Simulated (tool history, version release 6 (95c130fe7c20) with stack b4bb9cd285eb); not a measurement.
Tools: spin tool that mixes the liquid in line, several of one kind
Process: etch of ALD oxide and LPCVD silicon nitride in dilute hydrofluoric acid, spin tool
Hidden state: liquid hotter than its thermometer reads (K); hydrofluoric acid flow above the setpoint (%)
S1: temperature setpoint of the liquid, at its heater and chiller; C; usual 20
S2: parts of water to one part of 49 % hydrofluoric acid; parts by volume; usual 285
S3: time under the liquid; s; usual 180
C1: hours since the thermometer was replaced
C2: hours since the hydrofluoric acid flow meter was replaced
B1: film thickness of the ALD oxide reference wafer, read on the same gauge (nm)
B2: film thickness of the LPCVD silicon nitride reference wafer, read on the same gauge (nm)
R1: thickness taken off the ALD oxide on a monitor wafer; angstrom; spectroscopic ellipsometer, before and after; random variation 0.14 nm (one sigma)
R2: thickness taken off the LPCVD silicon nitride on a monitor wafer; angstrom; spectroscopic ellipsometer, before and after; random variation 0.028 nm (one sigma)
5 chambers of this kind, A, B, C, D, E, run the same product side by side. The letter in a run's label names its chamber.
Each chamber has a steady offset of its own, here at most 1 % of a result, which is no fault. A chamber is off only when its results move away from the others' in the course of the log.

Run 1E, hour 5: usual settings; C1 233.8; C2 794.6; B1 39.996; B2 110.01. Result: R1 144.45 angstrom, R2 2.7058 angstrom.
Run 2D, hour 9.7: usual settings; C1 756; C2 668.3; B1 39.992; B2 110.02. Result: R1 145.09 angstrom, R2 2.6184 angstrom.
Run 3B, hour 12.8: usual settings; C1 188.7; C2 1612.3; B1 40.01; B2 110.01. Result: R1 148.89 angstrom, R2 1.914 angstrom.
Run 4A, hour 15.7: usual settings; C1 166.4; C2 65.7; B1 40.007; B2 110. Result: R1 144.04 angstrom, R2 1.9166 angstrom.
Run 5C, hour 18.6: usual settings; C1 1876.3; C2 1435.2; B1 40.028; B2 110.01. Result: R1 146.01 angstrom, R2 2.334 angstrom.
Run 6B, hour 22.3: usual settings but S1 17 C, S3 285 s; C1 198.2; C2 1621.8; B1 39.992; B2 110. Result: R1 208.81 angstrom, R2 3.0828 angstrom.
Run 7E, hour 25.3: usual settings but S1 17 C, S3 285 s; C1 254.1; C2 814.9; B1 39.994; B2 109.97. Result: R1 206.03 angstrom, R2 2.3965 angstrom.
Run 8D, hour 30.7: usual settings but S1 17 C, S3 285 s; C1 777; C2 689.3; B1 40.01; B2 110.01. Result: R1 207.13 angstrom, R2 2.0995 angstrom.
Run 9A, hour 34.1: usual settings but S1 17 C, S3 285 s; C1 184.8; C2 84.1; B1 40.004; B2 109.98. Result: R1 204.88 angstrom, R2 3.0567 angstrom.
Run 10C, hour 39.2: usual settings but S1 17 C, S3 285 s; C1 1896.9; C2 1455.8; B1 39.996; B2 110.01. Result: R1 208.83 angstrom, R2 3.0836 angstrom.
Run 11B, hour 43: usual settings; C1 218.9; C2 1642.5; B1 39.976; B2 109.98. Result: R1 150.76 angstrom, R2 2.213 angstrom.
Run 12E, hour 45.8: usual settings; C1 274.6; C2 835.4; B1 40.046; B2 110.02. Result: R1 143.43 angstrom, R2 2.8129 angstrom.
Run 13D, hour 51.5: usual settings; C1 797.8; C2 710.1; B1 40.009; B2 109.97. Result: R1 147.12 angstrom, R2 2.1449 angstrom.
Run 14C, hour 55: usual settings; C1 1912.7; C2 1471.6; B1 40.007; B2 109.98. Result: R1 146.4 angstrom, R2 2.145 angstrom.
Run 15A, hour 59.5: usual settings; C1 210.2; C2 109.5; B1 40.013; B2 110. Result: R1 143.44 angstrom, R2 2.4561 angstrom.
Run 16B, hour 65: usual settings; C1 240.9; C2 1664.5; B1 40.018; B2 110.01. Result: R1 150.1 angstrom, R2 2.6617 angstrom.
Run 17D, hour 70.7: usual settings; C1 817; C2 729.3; B1 39.98; B2 109.99. Result: R1 146.48 angstrom, R2 2.3654 angstrom.
Run 18E, hour 74.3: usual settings; C1 303.1; C2 863.9; B1 39.955; B2 109.99. Result: R1 144.26 angstrom, R2 2.2072 angstrom.
Run 19A, hour 77.4: usual settings but S1 18 C, S2 405 parts by volume; C1 228.1; C2 127.4; B1 39.99; B2 109.97. Result: R1 85.813 angstrom, R2 1.5229 angstrom.
Run 20C, hour 81.9: usual settings but S1 18 C, S2 405 parts by volume; C1 1939.6; C2 1498.5; B1 39.991; B2 110.01. Result: R1 85.729 angstrom, R2 1.4312 angstrom.
Run 21B, hour 86.3: usual settings but S1 18 C, S2 405 parts by volume; C1 262.2; C2 1685.8; B1 40.014; B2 110.01. Result: R1 91.181 angstrom, R2 1.5634 angstrom.
Run 22A, hour 91.9: usual settings but S1 18 C, S2 405 parts by volume; C1 242.6; C2 141.9; B1 39.998; B2 110. Result: R1 85.43 angstrom, R2 1.3648 angstrom.
Run 23D, hour 96.3: usual settings but S1 18 C, S2 405 parts by volume; C1 842.6; C2 754.9; B1 39.992; B2 109.99. Result: R1 87.06 angstrom, R2 1.358 angstrom.
Run 24E, hour 98.9: usual settings; C1 327.7; C2 888.5; B1 39.98; B2 110.02. Result: R1 145.28 angstrom, R2 2.6366 angstrom.
Run 25C, hour 102.1: usual settings; C1 1959.8; C2 1518.7; B1 39.995; B2 110.02. Result: R1 144.66 angstrom, R2 1.8529 angstrom.
Run 26D, hour 106: usual settings but S1 23.5 C; C1 852.3; C2 764.6; B1 40.011; B2 110.02. Result: R1 166.94 angstrom, R2 2.7941 angstrom.
Run 27A, hour 110.5: usual settings but S1 23.5 C; C1 261.2; C2 160.5; B1 39.999; B2 110. Result: R1 163.82 angstrom, R2 3.0075 angstrom.
Run 28E, hour 115.1: usual settings but S1 23.5 C; C1 343.9; C2 904.7; B1 40.017; B2 109.97. Result: R1 163.64 angstrom, R2 2.3966 angstrom.
Run 29C, hour 118.4: usual settings but S1 23.5 C; C1 1976.1; C2 1535; B1 39.998; B2 109.99. Result: R1 168.79 angstrom, R2 3.0057 angstrom.
Run 30B, hour 122.2: usual settings but S1 23.5 C; C1 298.1; C2 1721.7; B1 40.007; B2 110.03. Result: R1 179.96 angstrom, R2 3.4162 angstrom.
Run 31B, hour 124.7: usual settings; C1 300.6; C2 1724.2; B1 40.032; B2 110.01. Result: R1 156.67 angstrom, R2 2.464 angstrom.
Run 32D, hour 130.3: usual settings; C1 876.6; C2 788.9; B1 39.989; B2 110.02. Result: R1 145.9 angstrom, R2 2.7047 angstrom.
Run 33A, hour 134.5: usual settings; C1 285.2; C2 184.5; B1 39.977; B2 110.01. Result: R1 144.39 angstrom, R2 1.9519 angstrom.
Run 34C, hour 138.1: usual settings; C1 1995.8; C2 1554.7; B1 39.98; B2 110.03. Result: R1 146.09 angstrom, R2 2.6009 angstrom.
Run 35E, hour 143.1: usual settings; C1 371.9; C2 932.7; B1 40.009; B2 110.02. Result: R1 145.66 angstrom, R2 1.9529 angstrom.
Run 36A, hour 147.3: usual settings; C1 298; C2 197.3; B1 39.99; B2 109.97. Result: R1 146.18 angstrom, R2 2.2957 angstrom.
Run 37C, hour 153: usual settings; C1 2010.7; C2 1569.6; B1 39.958; B2 110.03. Result: R1 147.87 angstrom, R2 1.843 angstrom.
Run 38B, hour 155.6: usual settings; C1 331.5; C2 1755.1; B1 40.012; B2 109.99. Result: R1 162.38 angstrom, R2 2.5408 angstrom.
Run 39E, hour 160.5: usual settings; C1 389.3; C2 950.1; B1 40.019; B2 110.01. Result: R1 145.89 angstrom, R2 2.1298 angstrom.
Run 40D, hour 165.8: usual settings; C1 912.1; C2 824.4; B1 39.996; B2 110.02. Result: R1 144.36 angstrom, R2 2.5419 angstrom.
Run 41B, hour 169.4: usual settings; C1 345.3; C2 1768.9; B1 40.033; B2 110.01. Result: R1 163.52 angstrom, R2 2.0431 angstrom.
Run 42C, hour 172.5: usual settings; C1 2030.2; C2 1589.1; B1 40.012; B2 109.99. Result: R1 147.55 angstrom, R2 2.536 angstrom.

Next, every chamber runs the same settings. What will each give?
Run 43A, hour 176.6: usual settings. Result: R1 ?, R2 ?.
Run 43B, hour 176.6: usual settings. Result: R1 ?, R2 ?.
Run 43C, hour 176.6: usual settings. Result: R1 ?, R2 ?.
Run 43D, hour 176.6: usual settings. Result: R1 ?, R2 ?.
Run 43E, hour 176.6: usual settings. Result: R1 ?, R2 ?.

run      R1      R2
43A  145.85  1.9827
43B  167.04  2.6733
43C  144.03  2.2475
43D  145.91  2.1449
43E  145.55  1.9455
